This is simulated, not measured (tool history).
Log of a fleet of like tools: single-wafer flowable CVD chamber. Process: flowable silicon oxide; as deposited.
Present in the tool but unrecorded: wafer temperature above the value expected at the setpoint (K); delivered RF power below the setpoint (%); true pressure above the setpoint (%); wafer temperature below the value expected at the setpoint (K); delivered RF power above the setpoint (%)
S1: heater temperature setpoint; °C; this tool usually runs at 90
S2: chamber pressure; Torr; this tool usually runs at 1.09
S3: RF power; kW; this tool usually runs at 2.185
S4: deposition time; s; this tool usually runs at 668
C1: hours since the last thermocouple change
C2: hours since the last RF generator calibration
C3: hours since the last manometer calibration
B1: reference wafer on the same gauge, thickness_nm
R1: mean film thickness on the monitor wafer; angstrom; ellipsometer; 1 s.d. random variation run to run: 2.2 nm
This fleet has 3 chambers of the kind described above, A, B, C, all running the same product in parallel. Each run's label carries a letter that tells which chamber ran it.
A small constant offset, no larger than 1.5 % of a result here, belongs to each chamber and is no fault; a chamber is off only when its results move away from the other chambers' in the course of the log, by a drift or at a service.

run 1A day=0.254 | S1=90 S2=1.09 S3=2.185 S4=668 | C1=756.7 C2=662.2 C3=503.1 | B1=939.45 | R1=8432.8
run 2B day=0.479 | S1=90 S2=1.09 S3=2.185 S4=668 | C1=938 C2=986.1 C3=269.4 | B1=940.59 | R1=8479.1
run 3C day=0.608 | S1=90 S2=1.09 S3=2.185 S4=668 | C1=410.4 C2=81 C3=1645.3 | B1=939.64 | R1=8395.6
run 4A day=0.825 | S1=90 S2=1.09 S3=2.185 S4=668 | C1=770.4 C2=675.9 C3=516.8 | B1=940.23 | R1=8400
run 5B day=0.954 | S1=90 S2=1.09 S3=2.185 S4=668 | C1=949.4 C2=997.5 C3=280.8 | B1=939.54 | R1=8509.6
run 6C day=1.125 | S1=90 S2=1.09 S3=2.185 S4=668 | C1=422.8 C2=93.4 C3=1657.7 | B1=940.69 | R1=8396.5
run 7C day=1.267 | S1=90 S2=1.09 S3=2.185 S4=668 | C1=426.2 C2=96.8 C3=1661.1 | B1=939.88 | R1=8367.3
run 8A day=1.496 | S1=76 S2=0.93 S3=2.185 S4=668 | C1=786.5 C2=692 C3=532.9 | B1=940.18 | R1=10442
run 9B day=1.7 | S1=76 S2=0.93 S3=2.185 S4=668 | C1=967.3 C2=1015.4 C3=298.7 | B1=939.56 | R1=10526
run 10B day=1.871 | S1=76 S2=0.93 S3=2.185 S4=668 | C1=971.4 C2=1019.5 C3=302.8 | B1=939.74 | R1=10528
run 11C day=2.012 | S1=98 S2=1.09 S3=2.405 S4=668 | C1=444.1 C2=114.7 C3=1679 | B1=940.54 | R1=6558.9
run 12A day=2.138 | S1=98 S2=1.09 S3=2.405 S4=668 | C1=801.9 C2=707.4 C3=548.3 | B1=940.29 | R1=6505.5
run 13B day=2.254 | S1=98 S2=1.09 S3=2.405 S4=668 | C1=980.6 C2=1028.7 C3=312 | B1=939.52 | R1=6598.8
run 14A day=2.45 | S1=90 S2=1.09 S3=2.185 S4=668 | C1=809.4 C2=714.9 C3=555.8 | B1=939.71 | R1=8448.5
run 15C day=2.633 | S1=90 S2=1.3 S3=2.185 S4=561 | C1=459 C2=129.6 C3=1693.9 | B1=939.79 | R1=8612.8
run 16C day=2.892 | S1=90 S2=1.3 S3=2.185 S4=561 | C1=465.2 C2=135.8 C3=1700.1 | B1=940.56 | R1=8645.3
run 17A day=3.092 | S1=90 S2=1.3 S3=2.185 S4=561 | C1=824.8 C2=730.3 C3=571.2 | B1=939.35 | R1=8566.9
run 18B day=3.338 | S1=90 S2=1.09 S3=2.185 S4=668 | C1=1006.6 C2=1054.7 C3=338 | B1=939.91 | R1=8509.5
run 19A day=3.546 | S1=90 S2=1.09 S3=2.185 S4=668 | C1=835.7 C2=741.2 C3=582.1 | B1=940.13 | R1=8422.5
run 20B day=3.729 | S1=90 S2=1.09 S3=2.185 S4=668 | C1=1016 C2=1064.1 C3=347.4 | B1=940.17 | R1=8519.8
run 21C day=3.883 | S1=90 S2=1.09 S3=2.185 S4=668 | C1=489 C2=159.6 C3=1723.9 | B1=940.24 | R1=8506.2
run 22A day=4.15 | S1=90 S2=1.09 S3=2.185 S4=668 | C1=850.2 C2=755.7 C3=596.6 | B1=940.41 | R1=8394.3
run 23C day=4.379 | S1=90 S2=1.09 S3=2.185 S4=668 | C1=500.9 C2=171.5 C3=1735.8 | B1=939.85 | R1=8540
run 24B day=4.533 | S1=90 S2=1.09 S3=2.185 S4=668 | C1=1035.3 C2=1083.4 C3=366.7 | B1=940.05 | R1=8493
run 25B day=4.725 | S1=90 S2=1.09 S3=2.185 S4=668 | C1=1039.9 C2=1088 C3=371.3 | B1=939.41 | R1=8453.3
run 26C day=4.862 | S1=90 S2=1.09 S3=2.185 S4=668 | C1=512.5 C2=183.1 C3=1747.4 | B1=940.36 | R1=8568.7
run 27A day=5.117 | S1=90 S2=1.09 S3=2.185 S4=668 | C1=873.4 C2=778.9 C3=619.8 | B1=939.77 | R1=8425.7
-- day=5.204 chamber B: thermocouple changed; heater temperature recalibrated
run 28A day=5.246 | S1=99 S2=1.09 S3=2.185 S4=668 | C1=876.5 C2=782 C3=622.9 | B1=940.01 | R1=6252.7
run 29C day=5.412 | S1=99 S2=1.09 S3=2.185 S4=668 | C1=525.7 C2=196.3 C3=1760.6 | B1=939.6 | R1=6365.6
run 30B day=5.633 | S1=99 S2=1.09 S3=2.185 S4=668 | C1=10.4 C2=1109.8 C3=393.1 | B1=939.58 | R1=6280.9
run 31C day=5.825 | S1=90 S2=1.09 S3=2.185 S4=668 | C1=535.6 C2=206.2 C3=1770.5 | B1=939.69 | R1=8573.5
run 32A day=5.946 | S1=90 S2=1.09 S3=2.185 S4=668 | C1=893.3 C2=798.8 C3=639.7 | B1=940.26 | R1=8434
run 33B day=6.075 | S1=90 S2=1.09 S3=2.185 S4=668 | C1=21 C2=1120.4 C3=403.7 | B1=939.74 | R1=8517.6
run 34B day=6.225 | S1=90 S2=1.09 S3=2.185 S4=668 | C1=24.6 C2=1124 C3=407.3 | B1=939.83 | R1=8498.2
run 35A day=6.388 | S1=90 S2=1.09 S3=2.185 S4=668 | C1=903.9 C2=809.4 C3=650.3 | B1=940.05 | R1=8423.6
run 36C day=6.604 | S1=90 S2=1.09 S3=2.39 S4=668 | C1=554.3 C2=224.9 C3=1789.2 | B1=939.36 | R1=8737.5
run 37C day=6.812 | S1=90 S2=1.09 S3=2.39 S4=668 | C1=559.3 C2=229.9 C3=1794.2 | B1=939.83 | R1=8753.1
run 38A day=7.054 | S1=90 S2=1.09 S3=2.39 S4=668 | C1=919.9 C2=825.4 C3=666.3 | B1=940.47 | R1=8552.2
run 39B day=7.225 | S1=90 S2=1.09 S3=2.185 S4=668 | C1=48.6 C2=1148 C3=431.3 | B1=940.74 | R1=8459.7
run 40C day=7.442 | S1=90 S2=1.09 S3=2.185 S4=668 | C1=574.4 C2=245 C3=1809.3 | B1=939.41 | R1=8639.1
run 41B day=7.612 | S1=90 S2=0.96 S3=2.46 S4=668 | C1=57.9 C2=1157.3 C3=440.6 | B1=939.53 | R1=7430.2

All 3 chambers run these settings next. Forecast each chamber's results:
run 42A day=7.804 | S1=90 S2=1.09 S3=2.185 S4=668 | R1=?
run 42B day=7.804 | S1=90 S2=1.09 S3=2.185 S4=668 | R1=?
run 42C day=7.804 | S1=90 S2=1.09 S3=2.185 S4=668 | R1=?

run=42A R1=8414.9
run=42B R1=8516.1
run=42C R1=8661.5

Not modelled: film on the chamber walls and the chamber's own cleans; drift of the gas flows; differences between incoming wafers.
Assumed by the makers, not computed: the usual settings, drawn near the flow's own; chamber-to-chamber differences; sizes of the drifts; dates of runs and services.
